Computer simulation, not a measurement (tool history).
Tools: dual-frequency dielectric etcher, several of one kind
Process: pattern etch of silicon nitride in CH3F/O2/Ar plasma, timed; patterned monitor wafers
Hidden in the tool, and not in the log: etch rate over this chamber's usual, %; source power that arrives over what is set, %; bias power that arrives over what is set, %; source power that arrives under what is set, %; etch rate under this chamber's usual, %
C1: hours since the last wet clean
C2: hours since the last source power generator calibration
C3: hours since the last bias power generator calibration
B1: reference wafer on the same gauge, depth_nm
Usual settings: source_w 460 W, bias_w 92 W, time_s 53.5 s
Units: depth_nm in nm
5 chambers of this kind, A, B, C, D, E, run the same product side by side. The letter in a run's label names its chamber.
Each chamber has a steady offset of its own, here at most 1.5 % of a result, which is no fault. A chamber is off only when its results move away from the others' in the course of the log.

{"run": "1E", "hour": 4.0, "source_w": 460, "bias_w": 92, "time_s": 53.5, "C1": 117.6, "C2": 481.9, "C3": 1009.7, "B1": 41.893, "depth_nm": 43.304}
{"run": "2A", "hour": 7.4, "source_w": 460, "bias_w": 92, "time_s": 53.5, "C1": 300.3, "C2": 1907.7, "C3": 684.9, "B1": 41.903, "depth_nm": 43.123}
{"run": "3B", "hour": 10.8, "source_w": 460, "bias_w": 92, "time_s": 53.5, "C1": 264.7, "C2": 230.6, "C3": 1827.8, "B1": 41.92, "depth_nm": 43.033}
{"run": "4D", "hour": 16.0, "source_w": 460, "bias_w": 92, "time_s": 53.5, "C1": 297.2, "C2": 1075.7, "C3": 1497.1, "B1": 41.922, "depth_nm": 42.686}
{"run": "5C", "hour": 22.0, "source_w": 460, "bias_w": 92, "time_s": 53.5, "C1": 599.7, "C2": 875.4, "C3": 612.6, "B1": 41.922, "depth_nm": 43.538}
{"run": "6C", "hour": 28.5, "source_w": 460, "bias_w": 92, "time_s": 53.5, "C1": 606.2, "C2": 881.9, "C3": 619.1, "B1": 41.934, "depth_nm": 43.649}
{"hour": 29.2, "done": "chamber C: wet clean of the chamber"}
{"run": "7E", "hour": 33.3, "source_w": 460, "bias_w": 92, "time_s": 53.5, "C1": 146.9, "C2": 511.2, "C3": 1039, "B1": 41.94, "depth_nm": 43.207}
{"run": "8D", "hour": 39.1, "source_w": 460, "bias_w": 92, "time_s": 53.5, "C1": 320.3, "C2": 1098.8, "C3": 1520.2, "B1": 41.934, "depth_nm": 42.842}
{"run": "9B", "hour": 42.3, "source_w": 460, "bias_w": 110, "time_s": 61, "C1": 296.2, "C2": 262.1, "C3": 1859.3, "B1": 41.95, "depth_nm": 52.605}
{"run": "10A", "hour": 48.3, "source_w": 460, "bias_w": 110, "time_s": 61, "C1": 341.2, "C2": 1948.6, "C3": 725.8, "B1": 41.951, "depth_nm": 52.717}
{"run": "11D", "hour": 52.8, "source_w": 460, "bias_w": 110, "time_s": 61, "C1": 334, "C2": 1112.5, "C3": 1533.9, "B1": 41.963, "depth_nm": 52.19}
{"run": "12A", "hour": 56.4, "source_w": 460, "bias_w": 110, "time_s": 61, "C1": 349.3, "C2": 1956.7, "C3": 733.9, "B1": 41.964, "depth_nm": 52.571}
{"run": "13B", "hour": 61.2, "source_w": 460, "bias_w": 110, "time_s": 61, "C1": 315.1, "C2": 281, "C3": 1878.2, "B1": 41.97, "depth_nm": 52.382}
{"run": "14E", "hour": 64.1, "source_w": 460, "bias_w": 92, "time_s": 53.5, "C1": 177.7, "C2": 542, "C3": 1069.8, "B1": 41.975, "depth_nm": 43.311}
{"run": "15C", "hour": 68.8, "source_w": 460, "bias_w": 92, "time_s": 53.5, "C1": 39.6, "C2": 922.2, "C3": 659.4, "B1": 41.981, "depth_nm": 43.677}
{"run": "16C", "hour": 74.3, "source_w": 460, "bias_w": 109, "time_s": 63, "C1": 45.1, "C2": 927.7, "C3": 664.9, "B1": 41.987, "depth_nm": 54.692}
{"run": "17E", "hour": 79.1, "source_w": 460, "bias_w": 109, "time_s": 63, "C1": 192.7, "C2": 557, "C3": 1084.8, "B1": 41.989, "depth_nm": 54.359}
{"run": "18A", "hour": 83.3, "source_w": 460, "bias_w": 109, "time_s": 63, "C1": 376.2, "C2": 1983.6, "C3": 760.8, "B1": 42.003, "depth_nm": 54.095}
{"run": "19B", "hour": 87.0, "source_w": 460, "bias_w": 109, "time_s": 63, "C1": 340.9, "C2": 306.8, "C3": 1904, "B1": 41.989, "depth_nm": 54.12}
{"run": "20D", "hour": 91.7, "source_w": 460, "bias_w": 109, "time_s": 63, "C1": 372.9, "C2": 1151.4, "C3": 1572.8, "B1": 42, "depth_nm": 53.649}
{"run": "21E", "hour": 96.3, "source_w": 460, "bias_w": 92, "time_s": 53.5, "C1": 209.9, "C2": 574.2, "C3": 1102, "B1": 42.011, "depth_nm": 43.414}
{"run": "22B", "hour": 100.8, "source_w": 460, "bias_w": 92, "time_s": 53.5, "C1": 354.7, "C2": 320.6, "C3": 1917.8, "B1": 42.036, "depth_nm": 43.141}
{"run": "23A", "hour": 106.1, "source_w": 460, "bias_w": 92, "time_s": 53.5, "C1": 399, "C2": 2006.4, "C3": 783.6, "B1": 42.03, "depth_nm": 43.336}
{"run": "24C", "hour": 111.8, "source_w": 460, "bias_w": 113, "time_s": 53.5, "C1": 82.6, "C2": 965.2, "C3": 702.4, "B1": 42.032, "depth_nm": 47.084}
{"run": "25D", "hour": 115.3, "source_w": 460, "bias_w": 113, "time_s": 53.5, "C1": 396.5, "C2": 1175, "C3": 1596.4, "B1": 42.025, "depth_nm": 46.216}
{"run": "26A", "hour": 118.9, "source_w": 460, "bias_w": 113, "time_s": 53.5, "C1": 411.8, "C2": 2019.2, "C3": 796.4, "B1": 42.026, "depth_nm": 46.724}
{"run": "27D", "hour": 122.8, "source_w": 460, "bias_w": 113, "time_s": 53.5, "C1": 404, "C2": 1182.5, "C3": 1603.9, "B1": 42.05, "depth_nm": 46.224}
{"run": "28B", "hour": 126.5, "source_w": 460, "bias_w": 113, "time_s": 53.5, "C1": 380.4, "C2": 346.3, "C3": 1943.5, "B1": 42.044, "depth_nm": 46.684}
{"run": "29E", "hour": 130.5, "source_w": 460, "bias_w": 70, "time_s": 68, "C1": 244.1, "C2": 608.4, "C3": 1136.2, "B1": 42.047, "depth_nm": 50.232}
{"run": "30C", "hour": 136.6, "source_w": 460, "bias_w": 70, "time_s": 68, "C1": 107.4, "C2": 990, "C3": 727.2, "B1": 42.064, "depth_nm": 50.562}
{"run": "31A", "hour": 141.2, "source_w": 460, "bias_w": 70, "time_s": 68, "C1": 434.1, "C2": 2041.5, "C3": 818.7, "B1": 42.065, "depth_nm": 50.027}
{"run": "32B", "hour": 146.0, "source_w": 460, "bias_w": 70, "time_s": 68, "C1": 399.9, "C2": 365.8, "C3": 1963, "B1": 42.071, "depth_nm": 50.023}
{"run": "33D", "hour": 151.9, "source_w": 460, "bias_w": 70, "time_s": 68, "C1": 433.1, "C2": 1211.6, "C3": 1633, "B1": 42.076, "depth_nm": 49.612}
{"run": "34C", "hour": 156.7, "source_w": 460, "bias_w": 92, "time_s": 53.5, "C1": 127.5, "C2": 1010.1, "C3": 747.3, "B1": 42.069, "depth_nm": 43.827}
{"run": "35E", "hour": 160.1, "source_w": 460, "bias_w": 92, "time_s": 53.5, "C1": 273.7, "C2": 638, "C3": 1165.8, "B1": 42.071, "depth_nm": 43.336}
{"run": "36A", "hour": 166.3, "source_w": 460, "bias_w": 92, "time_s": 53.5, "C1": 459.2, "C2": 2066.6, "C3": 843.8, "B1": 42.09, "depth_nm": 43.385}
{"run": "37D", "hour": 171.0, "source_w": 460, "bias_w": 92, "time_s": 53.5, "C1": 452.2, "C2": 1230.7, "C3": 1652.1, "B1": 42.102, "depth_nm": 42.864}
{"hour": 177.0, "done": "chamber B: wet clean of the chamber"}
{"run": "38B", "hour": 177.1, "source_w": 460, "bias_w": 92, "time_s": 53.5, "C1": 0.1, "C2": 396.9, "C3": 1994.1, "B1": 42.098, "depth_nm": 43.218}
{"run": "39E", "hour": 180.1, "source_w": 460, "bias_w": 92, "time_s": 66.5, "C1": 293.7, "C2": 658, "C3": 1185.8, "B1": 42.106, "depth_nm": 54.031}
{"run": "40C", "hour": 186.4, "source_w": 460, "bias_w": 92, "time_s": 66.5, "C1": 157.2, "C2": 1039.8, "C3": 777, "B1": 42.107, "depth_nm": 54.513}

What goes on in this fleet: one chamber off, a drifting gauge, or nothing beyond the chambers' own small offsets? Name the chamber and the cause, if any.

The gauge drifts, so all chambers seem to drift together. No chamber is off.
Cause: gauge reads high (%) = 0.523.
